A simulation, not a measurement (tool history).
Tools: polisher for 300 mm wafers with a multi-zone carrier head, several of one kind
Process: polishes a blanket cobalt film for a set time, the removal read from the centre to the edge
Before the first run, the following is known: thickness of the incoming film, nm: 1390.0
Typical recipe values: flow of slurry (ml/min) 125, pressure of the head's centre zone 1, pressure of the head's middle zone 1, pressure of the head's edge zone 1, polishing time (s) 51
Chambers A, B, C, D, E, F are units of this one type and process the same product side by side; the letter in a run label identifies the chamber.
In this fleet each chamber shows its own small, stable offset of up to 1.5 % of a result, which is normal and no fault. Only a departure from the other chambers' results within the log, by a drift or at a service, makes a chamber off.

run   hour  flow of slurry (ml/min)  pressure of the head's centre zone  pressure of the head's middle zone  pressure of the head's edge zone  polishing time (s)  film removed at the wafer's centre (nm)  film removed at mid-radius (nm)  film removed at the wafer's edge (nm)
       9.6  -- chamber B: slurry nozzle cleaned
 1A   10.2                      125                                   1                                   1                                 1                  51                                    313.8                           321.34                                 316.72
      14.4  -- chamber C: worn pad replaced by a new one
 2E   20.1                      125                                   1                                   1                                 1                  51                                   315.04                           322.83                                 308.54
        23  -- chamber B: worn pad replaced by a new one
 3C   30.8                      125                                   1                                   1                                 1                  51                                   315.91                            310.1                                 304.61
      31.2  -- chamber D: worn pad replaced by a new one
 4F   38.5                      125                                   1                                   1                                 1                  51                                   316.01                           320.05                                 317.29
      41.6  -- chamber E: worn pad replaced by a new one
        45  -- chamber A: worn pad replaced by a new one
 5D   46.2                      125                                   1                                   1                                 1                  51                                      316                           316.59                                 319.63
 6B   55.2                      125                                   1                                0.92                                 1                  51                                   325.69                           295.09                                 309.02
 7E   60.4                      125                                   1                                0.92                                 1                  51                                   309.74                           302.47                                 313.58
      61.2  -- chamber F: worn pad replaced by a new one
 8B   66.9                      125                                   1                                0.92                                 1                  51                                   315.65                           295.04                                 320.46
      68.6  -- chamber D: edge zone pressure recalibrated
      69.9  -- chamber E: edge zone pressure recalibrated
      73.1  -- chamber E: slurry nozzle cleaned
 9F   77.3                      125                                   1                                0.92                                 1                  51                                   312.02                           296.78                                 319.37
      79.3  -- chamber F: edge zone pressure recalibrated
        86  -- chamber D: worn pad replaced by a new one
10A   86.1                      125                                   1                                0.92                                 1                  51                                   319.38                           291.02                                  314.1
11C   92.1                      125                                   1                                0.92                                 1                  51                                   316.43                           289.76                                 313.96
      99.2  -- chamber C: worn pad replaced by a new one
     100.9  -- chamber A: worn pad replaced by a new one
12D  101.2                      125                                   1                                   1                                 1                  51                                   318.97                           309.78                                 318.37
     101.6  -- chamber E: worn pad replaced by a new one
     104.4  -- chamber B: worn pad replaced by a new one
13B  112.8                      125                                   1                                   1                                 1                  51                                   316.28                           313.87                                 325.64
     118.7  -- chamber C: centre zone pressure recalibrated
14E    119                      125                                   1                                   1                                 1                  51                                   306.75                              317                                 311.45
     121.7  -- chamber F: slurry nozzle cleaned
15C  127.4                      125                                   1                                   1                                 1                  61                                   371.41                           378.79                                 381.69
       133  -- chamber D: centre zone pressure recalibrated
16D  136.6                      125                                   1                                   1                                 1                  61                                   374.49                           378.82                                 385.18
     145.1  -- chamber F: worn pad replaced by a new one
     147.1  -- chamber D: worn pad replaced by a new one
17A  148.2                      125                                   1                                   1                                 1                  61                                    374.7                           377.16                                  376.1
18F  153.9                      125                                   1                                   1                                 1                  61                                    369.5                           392.51                                 375.94
     156.4  -- chamber E: worn pad replaced by a new one
19C  163.7                      125                                   1                                   1                                 1                  61                                   380.06                            370.6                                  368.3
       169  -- chamber A: worn pad replaced by a new one
20A  174.1                      125                                   1                                   1                                 1                  61                                   385.26                           380.43                                 377.07
21B  183.6                      125                                   1                                   1                                 1                  51                                   326.29                           310.17                                 317.81
     190.7  -- chamber B: worn pad replaced by a new one
     190.8  -- chamber C: worn pad replaced by a new one
22D  193.4                      125                                   1                                   1                                 1                  51                                   309.37                           314.94                                 316.91
23E  203.9                      140                                   1                                0.94                                 1                  51                                   322.29                           301.99                                    324
     207.4  -- chamber D: worn pad replaced by a new one
24F  209.5                      140                                   1                                0.94                                 1                  51                                   328.21                           311.31                                 323.89
25F  216.1                      140                                   1                                0.94                                 1                  51                                   323.17                            311.7                                 331.26
     221.2  -- chamber B: edge zone pressure recalibrated
     221.2  -- chamber E: worn pad replaced by a new one
26B    228                      140                                   1                                0.94                                 1                  51                                   327.55                           312.96                                 317.11
     228.4  -- chamber A: worn pad replaced by a new one
       230  -- chamber C: edge zone pressure recalibrated
     232.7  -- chamber F: worn pad replaced by a new one
27D  234.7                      140                                   1                                0.94                                 1                  51                                   321.58                           307.61                                 319.24
28C  246.1                      140                                   1                                0.94                                 1                  51                                   325.94                           304.47                                 320.21
29A  256.8                      125                                   1                                   1                                 1                  51                                   316.46                           306.61                                 317.01
     266.2  -- chamber C: worn pad replaced by a new one
30E  267.1                      125                                   1                                   1                                 1                  51                                   301.11                            315.3                                 310.13
       271  -- chamber D: worn pad replaced by a new one
31F  273.3                      125                                   1                                   1                                 1                  51                                   319.77                           318.75                                 307.95
     273.5  -- chamber B: worn pad replaced by a new one
32D  283.2                      125                                   1                                   1                                 1                  51                                   310.66                           311.07                                 326.03
     287.9  -- chamber A: centre zone pressure recalibrated
     289.4  -- chamber E: worn pad replaced by a new one
33A  292.9                      125                                   1                                   1                                 1                  51                                   317.39                           312.65                                 309.93
34C  298.6                      125                                   1                                   1                                 1                  51                                   313.78                           316.67                                 314.88
35B  304.5                      125                                   1                                   1                                 1                  51                                   318.66                           321.62                                 311.59
36E  311.1                      125                                   1                                   1                                 1                  51                                   318.61                           320.72                                    313

Next, every chamber runs the same settings. What will each give?
37A  319.5                      125                                   1                                   1                              0.91                  51                                        ?                                ?                                      ?
37B  319.5                      125                                   1                                   1                              0.91                  51                                        ?                                ?                                      ?
37C  319.5                      125                                   1                                   1                              0.91                  51                                        ?                                ?                                      ?
37D  319.5                      125                                   1                                   1                              0.91                  51                                        ?                                ?                                      ?
37E  319.5                      125                                   1                                   1                              0.91                  51                                        ?                                ?                                      ?
37F  319.5                      125                                   1                                   1                              0.91                  51                                        ?                                ?                                      ?

run  film removed at the wafer's centre (nm)  film removed at mid-radius (nm)  film removed at the wafer's edge (nm)
37A                                   319.22                           316.24                                 304.32
37B                                   316.34                           320.42                                 300.91
37C                                   315.64                           310.84                                 294.71
37D                                   323.46                           319.28                                 305.59
37E                                   308.63                           318.28                                 302.37
37F                                   308.34                           310.14                                 292.24

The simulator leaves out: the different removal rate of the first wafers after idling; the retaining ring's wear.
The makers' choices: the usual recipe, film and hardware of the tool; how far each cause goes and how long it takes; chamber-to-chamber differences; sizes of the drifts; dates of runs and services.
